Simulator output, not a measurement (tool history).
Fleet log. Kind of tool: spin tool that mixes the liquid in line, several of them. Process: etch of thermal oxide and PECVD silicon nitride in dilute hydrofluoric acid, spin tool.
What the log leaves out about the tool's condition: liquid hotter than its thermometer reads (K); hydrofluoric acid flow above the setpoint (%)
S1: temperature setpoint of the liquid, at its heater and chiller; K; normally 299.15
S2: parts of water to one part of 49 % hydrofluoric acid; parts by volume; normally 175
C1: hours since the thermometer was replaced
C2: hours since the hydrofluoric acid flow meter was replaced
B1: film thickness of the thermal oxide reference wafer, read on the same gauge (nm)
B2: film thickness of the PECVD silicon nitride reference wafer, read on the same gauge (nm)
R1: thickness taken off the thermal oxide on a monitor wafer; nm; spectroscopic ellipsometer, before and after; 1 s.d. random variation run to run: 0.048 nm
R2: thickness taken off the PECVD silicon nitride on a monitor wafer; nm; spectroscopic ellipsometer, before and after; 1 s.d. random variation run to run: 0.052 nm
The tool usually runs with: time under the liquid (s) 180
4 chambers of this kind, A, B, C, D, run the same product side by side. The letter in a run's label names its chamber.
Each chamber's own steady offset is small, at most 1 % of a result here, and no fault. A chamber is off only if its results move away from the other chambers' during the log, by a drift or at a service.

run 1D day=0.283 | S1=299.15 S2=175 time_under_the_liquid_(s)=180 | C1=798.2 C2=1187.0 | B1=149.99 B2=149.97 | R1=4.8724 R2=6.6894
run 2A day=0.433 | S1=299.15 S2=175 time_under_the_liquid_(s)=180 | C1=304.1 C2=510.0 | B1=149.98 B2=150.03 | R1=4.8376 R2=6.6861
run 3C day=0.596 | S1=299.15 S2=175 time_under_the_liquid_(s)=180 | C1=2402.9 C2=1042.2 | B1=150.03 B2=150.02 | R1=4.7872 R2=6.6890
run 4B day=0.900 | S1=299.15 S2=175 time_under_the_liquid_(s)=180 | C1=1110.6 C2=2182.5 | B1=150.00 B2=150.01 | R1=4.9003 R2=6.6664
run 5B day=1.188 | S1=299.15 S2=175 time_under_the_liquid_(s)=180 | C1=1117.5 C2=2189.4 | B1=150.01 B2=150.03 | R1=4.7789 R2=6.7420
-- day=1.288 chamber D: hydrofluoric acid flow meter replaced
run 6D day=1.421 | S1=299.15 S2=175 time_under_the_liquid_(s)=180 | C1=825.5 C2=3.2 | B1=150.00 B2=149.99 | R1=4.7678 R2=6.6131
run 7A day=1.667 | S1=299.15 S2=175 time_under_the_liquid_(s)=180 | C1=333.7 C2=539.6 | B1=150.03 B2=150.02 | R1=4.7535 R2=6.6560
run 8C day=1.896 | S1=294.65 S2=175 time_under_the_liquid_(s)=180 | C1=2434.1 C2=1073.4 | B1=150.00 B2=150.00 | R1=4.0709 R2=5.0774
run 9C day=2.192 | S1=294.65 S2=175 time_under_the_liquid_(s)=180 | C1=2441.2 C2=1080.5 | B1=150.00 B2=149.97 | R1=4.1029 R2=5.0090
run 10D day=2.467 | S1=294.65 S2=175 time_under_the_liquid_(s)=180 | C1=850.6 C2=28.3 | B1=150.02 B2=150.05 | R1=4.0066 R2=4.9738
run 11A day=2.762 | S1=294.65 S2=175 time_under_the_liquid_(s)=180 | C1=360.0 C2=565.9 | B1=149.99 B2=150.00 | R1=3.9556 R2=5.0224
run 12B day=3.033 | S1=299.15 S2=175 time_under_the_liquid_(s)=180 | C1=1161.8 C2=2233.7 | B1=149.96 B2=150.01 | R1=4.9767 R2=6.9888
run 13C day=3.179 | S1=299.15 S2=175 time_under_the_liquid_(s)=180 | C1=2464.9 C2=1104.2 | B1=150.04 B2=150.01 | R1=4.7949 R2=6.6623
run 14B day=3.400 | S1=299.15 S2=175 time_under_the_liquid_(s)=180 | C1=1170.6 C2=2242.5 | B1=150.00 B2=150.01 | R1=4.9838 R2=7.0873
run 15D day=3.554 | S1=299.15 S2=175 time_under_the_liquid_(s)=180 | C1=876.7 C2=54.4 | B1=150.01 B2=150.01 | R1=4.8212 R2=6.6496
run 16A day=3.771 | S1=299.15 S2=175 time_under_the_liquid_(s)=180 | C1=384.2 C2=590.1 | B1=150.02 B2=150.00 | R1=4.7560 R2=6.6632
run 17D day=4.021 | S1=299.15 S2=175 time_under_the_liquid_(s)=180 | C1=887.9 C2=65.6 | B1=149.99 B2=150.00 | R1=4.8704 R2=6.5949
run 18A day=4.238 | S1=299.15 S2=175 time_under_the_liquid_(s)=180 | C1=395.4 C2=601.3 | B1=150.01 B2=149.99 | R1=4.8007 R2=6.5565
run 19C day=4.462 | S1=299.15 S2=175 time_under_the_liquid_(s)=180 | C1=2495.7 C2=1135.0 | B1=149.99 B2=150.00 | R1=4.8525 R2=6.7726
run 20B day=4.662 | S1=303.65 S2=230 time_under_the_liquid_(s)=180 | C1=1200.9 C2=2272.8 | B1=150.01 B2=150.00 | R1=4.2666 R2=7.3620
-- day=4.838 chamber B: hydrofluoric acid flow meter replaced
run 21D day=4.858 | S1=303.65 S2=230 time_under_the_liquid_(s)=180 | C1=908.0 C2=85.7 | B1=149.98 B2=150.00 | R1=3.9564 R2=6.6470
run 22B day=5.062 | S1=303.65 S2=230 time_under_the_liquid_(s)=180 | C1=1210.5 C2=5.4 | B1=149.99 B2=150.01 | R1=4.2523 R2=7.3311
run 23A day=5.367 | S1=303.65 S2=230 time_under_the_liquid_(s)=180 | C1=422.5 C2=628.4 | B1=150.00 B2=150.01 | R1=4.0025 R2=6.5985
run 24C day=5.500 | S1=299.15 S2=175 time_under_the_liquid_(s)=180 | C1=2520.6 C2=1159.9 | B1=149.98 B2=150.01 | R1=4.8052 R2=6.6734
run 25B day=5.692 | S1=299.15 S2=175 time_under_the_liquid_(s)=180 | C1=1225.6 C2=20.5 | B1=150.02 B2=149.97 | R1=5.1792 R2=7.5695
run 26D day=6.000 | S1=294.65 S2=175 time_under_the_liquid_(s)=180 | C1=935.4 C2=113.1 | B1=149.98 B2=150.00 | R1=4.0471 R2=4.9285
run 27A day=6.208 | S1=294.65 S2=175 time_under_the_liquid_(s)=180 | C1=442.7 C2=648.6 | B1=150.04 B2=149.97 | R1=4.0179 R2=4.9628
run 28C day=6.346 | S1=294.65 S2=175 time_under_the_liquid_(s)=180 | C1=2540.9 C2=1180.2 | B1=150.03 B2=150.02 | R1=4.0765 R2=5.0735
run 29D day=6.571 | S1=294.65 S2=175 time_under_the_liquid_(s)=180 | C1=949.1 C2=126.8 | B1=149.97 B2=150.00 | R1=4.0938 R2=4.9963

All 4 chambers run these settings next. Forecast each chamber's results:
run 30A day=6.792 | S1=299.15 S2=175 time_under_the_liquid_(s)=180 | R1=? R2=?
run 30B day=6.792 | S1=299.15 S2=175 time_under_the_liquid_(s)=180 | R1=? R2=?
run 30C day=6.792 | S1=299.15 S2=175 time_under_the_liquid_(s)=180 | R1=? R2=?
run 30D day=6.792 | S1=299.15 S2=175 time_under_the_liquid_(s)=180 | R1=? R2=?

run=30A R1=4.8395 R2=6.6061
run=30B R1=5.2984 R2=7.7399
run=30C R1=4.7983 R2=6.7470
run=30D R1=4.7972 R2=6.6289

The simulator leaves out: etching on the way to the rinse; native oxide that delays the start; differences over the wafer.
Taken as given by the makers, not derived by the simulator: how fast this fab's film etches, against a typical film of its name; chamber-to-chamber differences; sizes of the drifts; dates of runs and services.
